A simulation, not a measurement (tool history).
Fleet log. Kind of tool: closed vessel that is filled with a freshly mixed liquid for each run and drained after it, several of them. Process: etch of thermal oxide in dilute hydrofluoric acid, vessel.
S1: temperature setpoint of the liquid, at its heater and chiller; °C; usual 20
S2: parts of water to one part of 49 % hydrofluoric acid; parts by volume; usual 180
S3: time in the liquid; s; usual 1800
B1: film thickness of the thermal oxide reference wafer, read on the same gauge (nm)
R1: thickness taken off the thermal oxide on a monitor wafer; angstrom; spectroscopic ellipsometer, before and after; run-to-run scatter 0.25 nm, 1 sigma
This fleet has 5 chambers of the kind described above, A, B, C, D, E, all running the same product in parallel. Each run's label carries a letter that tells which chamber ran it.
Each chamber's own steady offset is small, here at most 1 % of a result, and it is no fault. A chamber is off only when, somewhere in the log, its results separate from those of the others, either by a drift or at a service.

| run | hour | S1 | S2 | S3 | B1 | R1 |
|---|---|---|---|---|---|---|
| 1A | 4.8 | 20 | 180 | 1800 | 120.02 | 365.14 |
| 2E | 10.4 | 20 | 180 | 1800 | 120.01 | 359.42 |
| 3D | 18.4 | 20 | 180 | 1800 | 120.00 | 362.24 |
| 4C | 24.9 | 20 | 180 | 1800 | 120.00 | 366.04 |
| 5B | 29.4 | 17 | 180 | 2375 | 120.01 | 429.29 |
| 6A | 33.6 | 17 | 180 | 2375 | 120.00 | 429.59 |
| 7D | 39.9 | 17 | 180 | 2375 | 119.99 | 423.90 |
| 8E | 48.5 | 17 | 180 | 2375 | 120.01 | 424.59 |
| 9B | 54.6 | 17 | 180 | 2375 | 120.02 | 420.11 |
| 10C | 62.4 | 20 | 180 | 1800 | 120.00 | 364.64 |
| 11A | 66.4 | 20 | 180 | 1800 | 119.99 | 363.73 |
| 12C | 74.7 | 20 | 180 | 1800 | 120.00 | 368.89 |
| 13B | 80.3 | 20 | 180 | 1800 | 120.02 | 359.79 |
| 14E | 85.4 | 20 | 180 | 1800 | 120.00 | 356.45 |
| 15D | 94.1 | 20 | 180 | 1800 | 120.02 | 373.25 |
| 16A | 103.1 | 20 | 180 | 1800 | 120.01 | 362.37 |
| 17D | 108.0 | 20 | 180 | 1800 | 119.99 | 373.57 |
| 18C | 115.3 | 20 | 180 | 1800 | 120.00 | 361.62 |
| 19E | 122.6 | 20 | 180 | 1800 | 120.03 | 362.43 |
| 20B | 126.7 | 18 | 180 | 1135 | 120.00 | 209.02 |
| 21A | 135.2 | 18 | 180 | 1135 | 120.03 | 213.23 |
| 22E | 139.5 | 18 | 180 | 1135 | 119.99 | 211.62 |
| 23C | 144.2 | 18 | 180 | 1135 | 119.99 | 212.19 |
| 24D | 152.5 | 18 | 180 | 1135 | 120.00 | 222.74 |
| 25B | 157.3 | 20 | 180 | 1800 | 120.00 | 360.82 |
| 26C | 166.3 | 20 | 125 | 2685 | 120.01 | 836.79 |
| 27B | 170.9 | 20 | 125 | 2685 | 120.00 | 815.14 |
| 28A | 175.4 | 20 | 125 | 2685 | 120.00 | 832.32 |
| 29E | 184.3 | 20 | 125 | 2685 | 120.00 | 823.19 |
| 30D | 192.1 | 20 | 125 | 2685 | 120.01 | 884.59 |
| 31E | 196.5 | 20 | 180 | 1800 | 120.00 | 359.81 |
| 32C | 202.5 | 20 | 180 | 1800 | 119.99 | 363.38 |

The same settings go to every chamber for the next run, one line per chamber below. Forecast the results for each:
| 33A | 209.2 | 20 | 180 | 1800 |  | ? |
| 33B | 209.2 | 20 | 180 | 1800 |  | ? |
| 33C | 209.2 | 20 | 180 | 1800 |  | ? |
| 33D | 209.2 | 20 | 180 | 1800 |  | ? |
| 33E | 209.2 | 20 | 180 | 1800 |  | ? |

| run | R1 |
|---|---|
| 33A | 364.59 |
| 33B | 360.86 |
| 33C | 363.43 |
| 33D | 397.44 |
| 33E | 362.16 |
